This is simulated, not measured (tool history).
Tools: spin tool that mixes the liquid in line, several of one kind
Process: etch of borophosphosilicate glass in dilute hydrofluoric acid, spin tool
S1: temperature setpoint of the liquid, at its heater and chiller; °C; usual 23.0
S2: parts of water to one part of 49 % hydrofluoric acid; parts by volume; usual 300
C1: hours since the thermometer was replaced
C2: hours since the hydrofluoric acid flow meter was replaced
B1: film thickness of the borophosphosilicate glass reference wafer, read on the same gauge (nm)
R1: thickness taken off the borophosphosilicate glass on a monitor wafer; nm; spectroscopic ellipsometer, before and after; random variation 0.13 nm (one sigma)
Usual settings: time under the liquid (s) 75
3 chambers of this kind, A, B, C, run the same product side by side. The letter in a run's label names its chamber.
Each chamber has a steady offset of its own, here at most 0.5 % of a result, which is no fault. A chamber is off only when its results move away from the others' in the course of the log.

Run 1C, day 0.092: usual settings; C1 1823.0; C2 579.2; B1 120.01. Result: R1 16.658 nm.
Run 2A, day 0.267: usual settings; C1 1724.3; C2 688.3; B1 119.99. Result: R1 16.416 nm.
Run 3B, day 0.417: usual settings; C1 927.1; C2 523.9; B1 120.01. Result: R1 16.626 nm.
Run 4C, day 0.596: usual settings; C1 1835.1; C2 591.3; B1 119.99. Result: R1 16.714 nm.
Run 5A, day 0.779: usual settings; C1 1736.6; C2 700.6; B1 120.02. Result: R1 16.239 nm.
Run 6B, day 0.900: usual settings; C1 938.7; C2 535.5; B1 120.00. Result: R1 16.627 nm.
Run 7B, day 1.075: usual settings; C1 942.9; C2 539.7; B1 119.98. Result: R1 16.665 nm.
Run 8A, day 1.162: usual settings; C1 1745.8; C2 709.8; B1 119.99. Result: R1 16.423 nm.
Run 9C, day 1.271: usual settings; C1 1851.3; C2 607.5; B1 120.00. Result: R1 16.483 nm.
Run 10B, day 1.354: usual settings but S1 27.0 °C, S2 395 parts by volume; C1 949.6; C2 546.4; B1 119.98. Result: R1 13.011 nm.
Run 11A, day 1.446: usual settings but S1 27.0 °C, S2 395 parts by volume; C1 1752.6; C2 716.6; B1 120.01. Result: R1 13.067 nm.
Run 12C, day 1.554: usual settings but S1 27.0 °C, S2 395 parts by volume; C1 1858.1; C2 614.3; B1 119.99. Result: R1 13.119 nm.
Run 13C, day 1.717: usual settings; C1 1862.0; C2 618.2; B1 120.04. Result: R1 16.735 nm.
Run 14B, day 1.858: usual settings; C1 961.7; C2 558.5; B1 120.02. Result: R1 16.626 nm.
Run 15A, day 2.004: usual settings; C1 1766.0; C2 730.0; B1 120.01. Result: R1 16.330 nm.
Run 16B, day 2.104: usual settings; C1 967.6; C2 564.4; B1 120.02. Result: R1 16.866 nm.
Run 17A, day 2.196: usual settings; C1 1770.6; C2 734.6; B1 120.00. Result: R1 16.205 nm.
Run 18C, day 2.362: usual settings; C1 1877.5; C2 633.7; B1 120.01. Result: R1 16.393 nm.
Run 19A, day 2.500: usual settings; C1 1777.9; C2 741.9; B1 120.01. Result: R1 16.278 nm.
Run 20C, day 2.608: usual settings; C1 1883.4; C2 639.6; B1 120.01. Result: R1 16.342 nm.
Run 21B, day 2.729: usual settings; C1 982.6; C2 579.4; B1 120.01. Result: R1 16.466 nm.
Run 22A, day 2.867: usual settings; C1 1786.7; C2 750.7; B1 120.00. Result: R1 16.330 nm.
Run 23B, day 2.975: usual settings but S1 25.5 °C, time under the liquid (s) 50; C1 988.5; C2 585.3; B1 119.99. Result: R1 11.924 nm.
At day 3.004: chamber A: hydrofluoric acid flow meter replaced.
Run 24C, day 3.154: usual settings but S1 25.5 °C, time under the liquid (s) 50; C1 1896.5; C2 652.7; B1 119.99. Result: R1 11.590 nm.
Run 25B, day 3.333: usual settings but S1 25.5 °C, time under the liquid (s) 50; C1 997.1; C2 593.9; B1 120.01. Result: R1 12.103 nm.
Run 26C, day 3.425: usual settings; C1 1903.0; C2 659.2; B1 119.99. Result: R1 15.874 nm.
Run 27A, day 3.517: usual settings; C1 1802.3; C2 12.3; B1 119.98. Result: R1 16.387 nm.
Run 28A, day 3.621: usual settings; C1 1804.8; C2 14.8; B1 119.99. Result: R1 16.850 nm.
Run 29C, day 3.725: usual settings; C1 1910.2; C2 666.4; B1 120.00. Result: R1 15.546 nm.
Run 30B, day 3.817: usual settings; C1 1008.7; C2 605.5; B1 120.00. Result: R1 16.456 nm.
Run 31B, day 3.896: usual settings; C1 1010.6; C2 607.4; B1 119.98. Result: R1 16.726 nm.
Run 32C, day 4.017: usual settings; C1 1917.2; C2 673.4; B1 120.01. Result: R1 15.320 nm.
Run 33A, day 4.138: usual settings; C1 1817.2; C2 27.2; B1 119.99. Result: R1 16.609 nm.
Run 34C, day 4.258: usual settings; C1 1923.0; C2 679.2; B1 120.01. Result: R1 15.315 nm.
Run 35B, day 4.429: usual settings; C1 1023.4; C2 620.2; B1 120.00. Result: R1 16.557 nm.
Run 36A, day 4.608: usual settings; C1 1828.5; C2 38.5; B1 120.02. Result: R1 16.326 nm.
Run 37C, day 4.733: usual settings; C1 1934.4; C2 690.6; B1 120.00. Result: R1 15.215 nm.
Run 38A, day 4.875: usual settings; C1 1834.9; C2 44.9; B1 120.00. Result: R1 16.421 nm.
Run 39B, day 4.975: usual settings; C1 1036.5; C2 633.3; B1 119.99. Result: R1 16.564 nm.
Run 40A, day 5.088: usual settings; C1 1840.0; C2 50.0; B1 119.99. Result: R1 16.497 nm.

Next, every chamber runs the same settings. What will each give?
Run 41A, day 5.225: usual settings but time under the liquid (s) 105. Result: R1 ?.
Run 41B, day 5.225: usual settings but time under the liquid (s) 105. Result: R1 ?.
Run 41C, day 5.225: usual settings but time under the liquid (s) 105. Result: R1 ?.

run      R1
41A  23.058
41B  23.266
41C  20.485
